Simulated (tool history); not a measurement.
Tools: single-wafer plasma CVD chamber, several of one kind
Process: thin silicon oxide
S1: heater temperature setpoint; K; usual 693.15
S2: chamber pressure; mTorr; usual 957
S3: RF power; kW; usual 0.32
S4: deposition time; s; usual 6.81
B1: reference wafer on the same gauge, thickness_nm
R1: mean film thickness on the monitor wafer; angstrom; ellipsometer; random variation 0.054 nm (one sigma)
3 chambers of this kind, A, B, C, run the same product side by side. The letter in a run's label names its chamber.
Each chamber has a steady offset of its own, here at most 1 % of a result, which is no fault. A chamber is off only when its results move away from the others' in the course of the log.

run,hour,S1,S2,S3,S4,B1,R1
1C,9.5,693.15,957,0.32,6.81,13.201,149.14
2B,19.1,693.15,957,0.32,6.81,13.199,148.37
3A,26.9,693.15,957,0.32,6.81,13.198,148.75
4C,36.5,693.15,957,0.32,6.81,13.204,147.21
5A,47.9,693.15,957,0.32,6.81,13.195,148.2
6B,54.9,693.15,957,0.32,6.81,13.2,148.88
7B,61.6,693.15,957,0.32,6.81,13.204,149.04
8C,71,693.15,787,0.32,6.81,13.195,125.11
9A,76.4,693.15,787,0.32,6.81,13.208,124.8
10A,88.2,693.15,787,0.32,6.81,13.201,124.33
11B,96.1,693.15,957,0.32,6.81,13.192,148.21
12C,106.5,693.15,957,0.32,6.81,13.208,147.78
13C,113.3,693.15,957,0.265,7.22,13.199,144.61
14B,124.7,693.15,957,0.265,7.22,13.191,145.63
15A,133.9,693.15,957,0.265,7.22,13.201,143.81
16C,142.4,693.15,957,0.32,6.81,13.193,147.99
17B,148.4,693.15,957,0.32,6.81,13.194,147.73
18A,158.5,689.15,957,0.27,6.81,13.197,136.75
19A,166.9,689.15,957,0.27,6.81,13.206,136.39
20B,177.6,689.15,957,0.27,6.81,13.205,137.92
21C,186.6,693.15,957,0.32,6.81,13.197,147.31
22B,192.6,693.15,957,0.32,6.81,13.194,148.62
23C,200.4,693.15,771,0.32,6.81,13.2,123.18
24A,208.9,693.15,771,0.32,6.81,13.195,120.8
25A,214,693.15,771,0.32,6.81,13.21,120.44
26C,219.9,683.15,957,0.365,6.81,13.195,157.33
27B,230.1,683.15,957,0.365,6.81,13.207,156.79
28B,237.2,683.15,957,0.365,6.81,13.198,157.55
29A,244.3,693.15,957,0.3,7.44,13.201,154.91
30C,255.3,693.15,957,0.3,7.44,13.2,158.42
31B,262.7,693.15,957,0.3,7.44,13.199,157.52
32C,272.1,686.15,957,0.32,6.81,13.201,148.9

Is one chamber off against the others, does the gauge drift, or is nothing wrong? If a chamber is off, say which, and what the likeliest cause is.

Chamber A drifts away from the others.
Cause: delivered RF power below the setpoint (%) = 5.56.
The log may not tell that from: true pressure below the setpoint (%).

Here are 4 candidates for chamber A's next run, each the usual settings with a change, their results left as question marks. Which one brings its results back in line with what the others give on the usual settings?
In line means no further than this from the other chambers' mean on the usual settings: R1 1.9 angstrom
33A-1,280.6,693.15,969,0.32,6.88,,?
33A-2,280.6,693.15,930,0.32,6.66,,?
33A-3,280.6,693.15,1003,0.325,6.81,,?
33A-4,280.6,693.15,945,0.32,6.74,,?

The other chambers' mean on the usual settings: R1 148.35 angstrom
run,R1
33A-1,148.07
33A-2,138.43
33A-3,151.14
33A-4,142.01
33A-1 brings the chamber back in line.

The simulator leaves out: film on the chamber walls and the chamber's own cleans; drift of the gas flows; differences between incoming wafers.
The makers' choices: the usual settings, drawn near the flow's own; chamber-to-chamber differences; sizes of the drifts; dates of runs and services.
